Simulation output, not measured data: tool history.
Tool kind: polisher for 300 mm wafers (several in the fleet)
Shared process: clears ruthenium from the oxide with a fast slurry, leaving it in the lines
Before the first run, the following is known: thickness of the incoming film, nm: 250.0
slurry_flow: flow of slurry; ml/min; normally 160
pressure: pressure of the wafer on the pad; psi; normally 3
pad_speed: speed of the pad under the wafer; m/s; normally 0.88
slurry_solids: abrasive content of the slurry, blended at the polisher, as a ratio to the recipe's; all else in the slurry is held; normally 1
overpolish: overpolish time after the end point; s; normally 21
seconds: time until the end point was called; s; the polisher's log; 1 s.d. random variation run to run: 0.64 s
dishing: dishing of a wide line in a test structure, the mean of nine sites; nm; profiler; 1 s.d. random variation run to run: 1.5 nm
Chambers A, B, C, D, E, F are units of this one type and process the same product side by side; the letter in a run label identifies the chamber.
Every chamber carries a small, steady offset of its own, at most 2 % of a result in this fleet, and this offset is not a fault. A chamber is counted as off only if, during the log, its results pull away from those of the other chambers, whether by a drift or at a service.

run   hour  slurry_flow  pressure  pad_speed  slurry_solids  overpolish  wafers polished on this pad  hours since the slurry nozzle was cleaned  hours since the head pressure was calibrated  hours since the slurry blender was calibrated  seconds  dishing
       6.9  -- chamber D: worn pad replaced by a new one
 1F    7.3          160         3       0.88              1          21                          300                                      224.6                                         626.1                                          283.2   63.801   65.492
      13.6  -- chamber A: worn pad replaced by a new one
 2B   13.9          160         3       0.88              1          21                          422                                      578.9                                         288.1                                          255.4   64.412   64.195
      16.6  -- chamber E: worn pad replaced by a new one
 3C     18          160         3       0.88              1          21                          301                                      566.4                                        1120.9                                           25.2   65.306   66.276
 4E   22.6          160         3       0.88              1          21                           57                                       53.7                                         680.3                                           85.3   64.948   68.509
 5D     29          160         3       0.88              1          21                          211                                      140.3                                         619.3                                           68.8    64.26   66.479
 6A     35          160         3       0.88              1          21                          204                                      396.8                                         363.1                                          259.6   64.251    66.03
      36.7  -- chamber B: worn pad replaced by a new one
      37.1  -- chamber E: head pressure recalibrated
      39.2  -- chamber B: slurry nozzle cleaned
 7D   42.4          160         3       0.88              1          21                          338                                      153.7                                         632.7                                           82.2   63.727   69.287
 8B   46.7          160         3       0.88              1          21                           95                                        7.6                                         320.9                                          288.2   65.926   63.353
      50.2  -- chamber F: slurry blender recalibrated
 9C   53.7          160         3       0.88              1          21                          641                                      602.1                                        1156.6                                           60.9   64.508   63.923
10A   58.6          160         3       0.88              1          21                          429                                      420.4                                         386.7                                          283.2   64.473   63.882
11E   61.9          160         3       0.88              1          21                          431                                         93                                          24.8                                          124.6   65.285   64.011
12F   66.9          210         3       0.88           0.75          21                          868                                      284.2                                         685.7                                           16.8   69.837   59.537
13D   70.4          210         3       0.88           0.75          21                          605                                      181.7                                         660.7                                          110.2   70.673   60.172
      72.7  -- chamber D: worn pad replaced by a new one
14F   73.7          210         3       0.88           0.75          21                          933                                        291                                         692.5                                           23.6   69.052   57.743
      77.6  -- chamber A: worn pad replaced by a new one
15B   79.6          210         3       0.88           0.75          21                          409                                       40.5                                         353.8                                          321.1   72.777   62.427
        84  -- chamber B: slurry blender recalibrated
16E   85.9          210         3       0.88           0.75          21                          660                                        117                                          48.8                                          148.6   70.664   58.676
17C   89.7          210         3       0.88           0.75          21                          984                                      638.1                                        1192.6                                           96.9   72.046   59.068
      93.3  -- chamber E: slurry blender recalibrated
18A     95          160         3       0.88              1          21                          166                                      456.8                                         423.1                                          319.6   64.802   61.597
      95.4  -- chamber F: worn pad replaced by a new one
      99.5  -- chamber A: head pressure recalibrated
19C   99.6          160         3       0.88              1          21                         1078                                        648                                        1202.5                                          106.8   65.676   64.109
     103.9  -- chamber D: slurry blender recalibrated
20D  106.7          160       3.5       0.76              1          21                          324                                        218                                           697                                            2.8   63.544   63.937
     112.4  -- chamber B: worn pad replaced by a new one
21B  113.4          160       3.5       0.76              1          21                           10                                       74.3                                         387.6                                           29.5   64.743   65.157
22A  117.5          160       3.5       0.76              1          21                          380                                      479.3                                          18.1                                          342.1   63.652   65.096
     119.6  -- chamber C: worn pad replaced by a new one
23E  123.1          160       3.5       0.76              1          21                         1015                                      154.2                                            86                                           29.9   63.654   66.988
     127.8  -- chamber E: worn pad replaced by a new one
     129.2  -- chamber D: worn pad replaced by a new one
24F  129.2          160       3.5       0.76              1          21                          322                                      346.5                                           748                                           79.1   62.803   64.954
25B  135.8          160       3.5       0.76              1          21                          223                                       96.7                                           410                                           51.9   64.339   66.515
26E  139.3          160         3       0.88              1          21                          110                                      170.4                                         102.2                                           46.1   64.097   64.791
     141.1  -- chamber A: worn pad replaced by a new one
27A  143.6          160         2       1.12              1          21                           24                                      505.4                                          44.2                                          368.2   75.886   55.086
28D    147          160         2       1.12              1          21                          169                                      258.3                                         737.3                                           43.1   75.096    57.28
29C  152.8          160         2       1.12              1          21                          317                                      701.2                                        1255.7                                            160   75.406   57.961
30F  158.3          160         2       1.12              1          21                          600                                      375.6                                         777.1                                          108.2   73.261    57.75
31F  164.9          160         2       1.12              1          21                          662                                      382.2                                         783.7                                          114.8   73.128   57.074
32A  171.8          160         2       1.12              1          21                          293                                      533.6                                          72.4                                          396.4   74.777   55.202
     173.1  -- chamber B: worn pad replaced by a new one
     176.6  -- chamber C: head pressure recalibrated
33D  177.2          190         3       0.88              1          21                          457                                      288.5                                         767.5                                           73.3   63.094   67.502
34C  183.7          190         3       0.88              1          21                          611                                      732.1                                           7.1                                          190.9   63.418   66.901
35B  190.6          190         3       0.88              1          21                          167                                      151.5                                         464.8                                          106.7   62.772   66.388
36E  195.9          190         3       0.88              1          21                          649                                        227                                         158.8                                          102.7    61.66   68.896
37A  200.8          190         3       0.88              1          21                          569                                      562.6                                         101.4                                          425.4   63.883   68.106
38B  207.3          190         3       0.88              1          21                          326                                      168.2                                         481.5                                          123.4   63.004   68.172

The same settings go to every chamber for the next run, one line per chamber below. Forecast the results for each:
39A  212.6          160         3       0.88              1          21                                                                                                                                                                             ?        ?
39B  212.6          160         3       0.88              1          21                                                                                                                                                                             ?        ?
39C  212.6          160         3       0.88              1          21                                                                                                                                                                             ?        ?
39D  212.6          160         3       0.88              1          21                                                                                                                                                                             ?        ?
39E  212.6          160         3       0.88              1          21                                                                                                                                                                             ?        ?
39F  212.6          160         3       0.88              1          21                                                                                                                                                                             ?        ?

run  seconds  dishing
39A   65.175   64.576
39B   65.133   64.897
39C   64.649    66.07
39D   64.734   66.544
39E   64.587   67.699
39F    62.12   67.706
